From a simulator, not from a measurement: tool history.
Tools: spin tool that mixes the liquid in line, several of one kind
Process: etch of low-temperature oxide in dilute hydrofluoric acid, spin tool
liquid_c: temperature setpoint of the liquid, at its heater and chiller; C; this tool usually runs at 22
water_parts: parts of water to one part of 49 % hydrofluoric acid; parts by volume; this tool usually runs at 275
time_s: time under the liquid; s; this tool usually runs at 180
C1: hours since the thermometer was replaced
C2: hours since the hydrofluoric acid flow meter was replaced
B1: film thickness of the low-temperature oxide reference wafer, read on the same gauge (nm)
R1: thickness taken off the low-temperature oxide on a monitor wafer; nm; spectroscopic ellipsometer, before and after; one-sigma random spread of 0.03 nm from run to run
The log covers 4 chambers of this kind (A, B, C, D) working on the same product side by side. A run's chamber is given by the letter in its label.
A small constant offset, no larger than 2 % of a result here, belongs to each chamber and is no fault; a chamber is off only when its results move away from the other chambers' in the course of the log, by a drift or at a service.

{"run": "1B", "day": 0.329, "liquid_c": 22, "water_parts": 275, "time_s": 180, "C1": 885.2, "C2": 1286.6, "B1": 79.999, "R1": 5.3413}
{"run": "2D", "day": 0.8, "liquid_c": 22, "water_parts": 275, "time_s": 180, "C1": 344.7, "C2": 790.4, "B1": 79.979, "R1": 5.3723}
{"run": "3C", "day": 1.317, "liquid_c": 22, "water_parts": 275, "time_s": 180, "C1": 1105.5, "C2": 549.3, "B1": 79.99, "R1": 5.2252}
{"run": "4A", "day": 1.9, "liquid_c": 22, "water_parts": 275, "time_s": 180, "C1": 1821.0, "C2": 324.4, "B1": 79.997, "R1": 5.3725}
{"run": "5D", "day": 2.25, "liquid_c": 22, "water_parts": 275, "time_s": 180, "C1": 379.5, "C2": 825.2, "B1": 80.028, "R1": 5.3349}
{"run": "6C", "day": 2.783, "liquid_c": 22, "water_parts": 275, "time_s": 180, "C1": 1140.7, "C2": 584.5, "B1": 79.999, "R1": 5.2475}
{"run": "7A", "day": 3.15, "liquid_c": 22, "water_parts": 275, "time_s": 180, "C1": 1851.0, "C2": 354.4, "B1": 80.021, "R1": 5.3971}
{"run": "8B", "day": 3.596, "liquid_c": 22, "water_parts": 275, "time_s": 180, "C1": 963.6, "C2": 1365.0, "B1": 79.971, "R1": 5.3476}
{"run": "9A", "day": 4.046, "liquid_c": 22, "water_parts": 275, "time_s": 180, "C1": 1872.5, "C2": 375.9, "B1": 79.99, "R1": 5.3546}
{"run": "10C", "day": 4.688, "liquid_c": 22, "water_parts": 330, "time_s": 180, "C1": 1186.4, "C2": 630.2, "B1": 79.999, "R1": 4.1482}
{"run": "11B", "day": 5.112, "liquid_c": 22, "water_parts": 330, "time_s": 180, "C1": 1000.0, "C2": 1401.4, "B1": 79.956, "R1": 4.2592}
{"run": "12D", "day": 5.512, "liquid_c": 22, "water_parts": 330, "time_s": 180, "C1": 457.8, "C2": 903.5, "B1": 80.017, "R1": 4.1608}
{"run": "13B", "day": 5.933, "liquid_c": 22, "water_parts": 330, "time_s": 180, "C1": 1019.7, "C2": 1421.1, "B1": 79.996, "R1": 4.2105}
{"run": "14D", "day": 6.333, "liquid_c": 22, "water_parts": 275, "time_s": 180, "C1": 477.5, "C2": 923.2, "B1": 79.997, "R1": 5.2568}
{"run": "15A", "day": 6.912, "liquid_c": 22, "water_parts": 275, "time_s": 180, "C1": 1941.3, "C2": 444.7, "B1": 80.017, "R1": 5.3524}
{"run": "16C", "day": 7.275, "liquid_c": 22, "water_parts": 275, "time_s": 180, "C1": 1248.5, "C2": 692.3, "B1": 79.985, "R1": 5.2258}
{"run": "17B", "day": 7.804, "liquid_c": 22, "water_parts": 180, "time_s": 115, "C1": 1064.6, "C2": 1466.0, "B1": 79.998, "R1": 5.7029}
{"run": "18A", "day": 8.283, "liquid_c": 22, "water_parts": 180, "time_s": 115, "C1": 1974.2, "C2": 477.6, "B1": 79.985, "R1": 5.7681}
{"day": 8.454, "done": "chamber A: hydrofluoric acid flow meter replaced"}
{"run": "19C", "day": 8.758, "liquid_c": 22, "water_parts": 180, "time_s": 115, "C1": 1284.1, "C2": 727.9, "B1": 79.994, "R1": 5.6119}
{"run": "20D", "day": 9.1, "liquid_c": 22, "water_parts": 180, "time_s": 115, "C1": 543.9, "C2": 989.6, "B1": 79.984, "R1": 5.6643}
{"run": "21C", "day": 9.479, "liquid_c": 18, "water_parts": 275, "time_s": 115, "C1": 1301.4, "C2": 745.2, "B1": 80.025, "R1": 2.8939}
{"run": "22D", "day": 10.079, "liquid_c": 18, "water_parts": 275, "time_s": 115, "C1": 567.4, "C2": 1013.1, "B1": 79.968, "R1": 2.8833}
{"run": "23A", "day": 10.512, "liquid_c": 18, "water_parts": 275, "time_s": 115, "C1": 2027.7, "C2": 49.5, "B1": 79.978, "R1": 2.9379}
{"run": "24B", "day": 11.154, "liquid_c": 18, "water_parts": 275, "time_s": 115, "C1": 1145.0, "C2": 1546.4, "B1": 80.014, "R1": 2.9528}
{"run": "25C", "day": 11.592, "liquid_c": 22, "water_parts": 275, "time_s": 180, "C1": 1352.1, "C2": 795.9, "B1": 80.01, "R1": 5.3189}
{"run": "26A", "day": 12.0, "liquid_c": 22, "water_parts": 275, "time_s": 180, "C1": 2063.4, "C2": 85.2, "B1": 80.011, "R1": 5.3714}
{"run": "27D", "day": 12.325, "liquid_c": 19, "water_parts": 370, "time_s": 180, "C1": 621.3, "C2": 1067.0, "B1": 79.995, "R1": 3.1621}
{"run": "28B", "day": 12.746, "liquid_c": 19, "water_parts": 370, "time_s": 180, "C1": 1183.2, "C2": 1584.6, "B1": 79.973, "R1": 3.299}
{"run": "29A", "day": 13.208, "liquid_c": 19, "water_parts": 370, "time_s": 180, "C1": 2092.4, "C2": 114.2, "B1": 79.983, "R1": 3.2891}
{"run": "30C", "day": 13.758, "liquid_c": 19, "water_parts": 370, "time_s": 180, "C1": 1404.1, "C2": 847.9, "B1": 79.969, "R1": 3.2194}
{"run": "31B", "day": 14.229, "liquid_c": 22, "water_parts": 275, "time_s": 180, "C1": 1218.8, "C2": 1620.2, "B1": 80.014, "R1": 5.3752}
{"run": "32D", "day": 14.575, "liquid_c": 22, "water_parts": 275, "time_s": 180, "C1": 675.3, "C2": 1121.0, "B1": 80.0, "R1": 5.0762}
{"run": "33B", "day": 15.15, "liquid_c": 22, "water_parts": 275, "time_s": 180, "C1": 1240.9, "C2": 1642.3, "B1": 79.985, "R1": 5.3532}
{"run": "34A", "day": 15.608, "liquid_c": 22, "water_parts": 275, "time_s": 180, "C1": 2150.0, "C2": 171.8, "B1": 80.019, "R1": 5.3294}
{"run": "35C", "day": 15.971, "liquid_c": 22, "water_parts": 275, "time_s": 180, "C1": 1457.2, "C2": 901.0, "B1": 80.017, "R1": 5.2001}
{"run": "36D", "day": 16.312, "liquid_c": 22, "water_parts": 275, "time_s": 180, "C1": 717.0, "C2": 1162.7, "B1": 80.047, "R1": 5.0365}
{"run": "37D", "day": 16.862, "liquid_c": 22, "water_parts": 275, "time_s": 180, "C1": 730.2, "C2": 1175.9, "B1": 80.031, "R1": 5.0593}
{"run": "38C", "day": 17.279, "liquid_c": 22, "water_parts": 275, "time_s": 180, "C1": 1488.6, "C2": 932.4, "B1": 79.981, "R1": 5.2567}
{"run": "39B", "day": 17.588, "liquid_c": 22, "water_parts": 275, "time_s": 180, "C1": 1299.4, "C2": 1700.8, "B1": 79.983, "R1": 5.4025}
{"run": "40A", "day": 18.179, "liquid_c": 22, "water_parts": 275, "time_s": 180, "C1": 2211.7, "C2": 233.5, "B1": 80.016, "R1": 5.4124}

Predict what each chamber gives when all 4 of them run the settings below next.
{"run": "41A", "day": 18.654, "liquid_c": 22, "water_parts": 320, "time_s": 180, "R1": "?"}
{"run": "41B", "day": 18.654, "liquid_c": 22, "water_parts": 320, "time_s": 180, "R1": "?"}
{"run": "41C", "day": 18.654, "liquid_c": 22, "water_parts": 320, "time_s": 180, "R1": "?"}
{"run": "41D", "day": 18.654, "liquid_c": 22, "water_parts": 320, "time_s": 180, "R1": "?"}

run=41A R1=4.4308
run=41B R1=4.4314
run=41C R1=4.2737
run=41D R1=4.0915
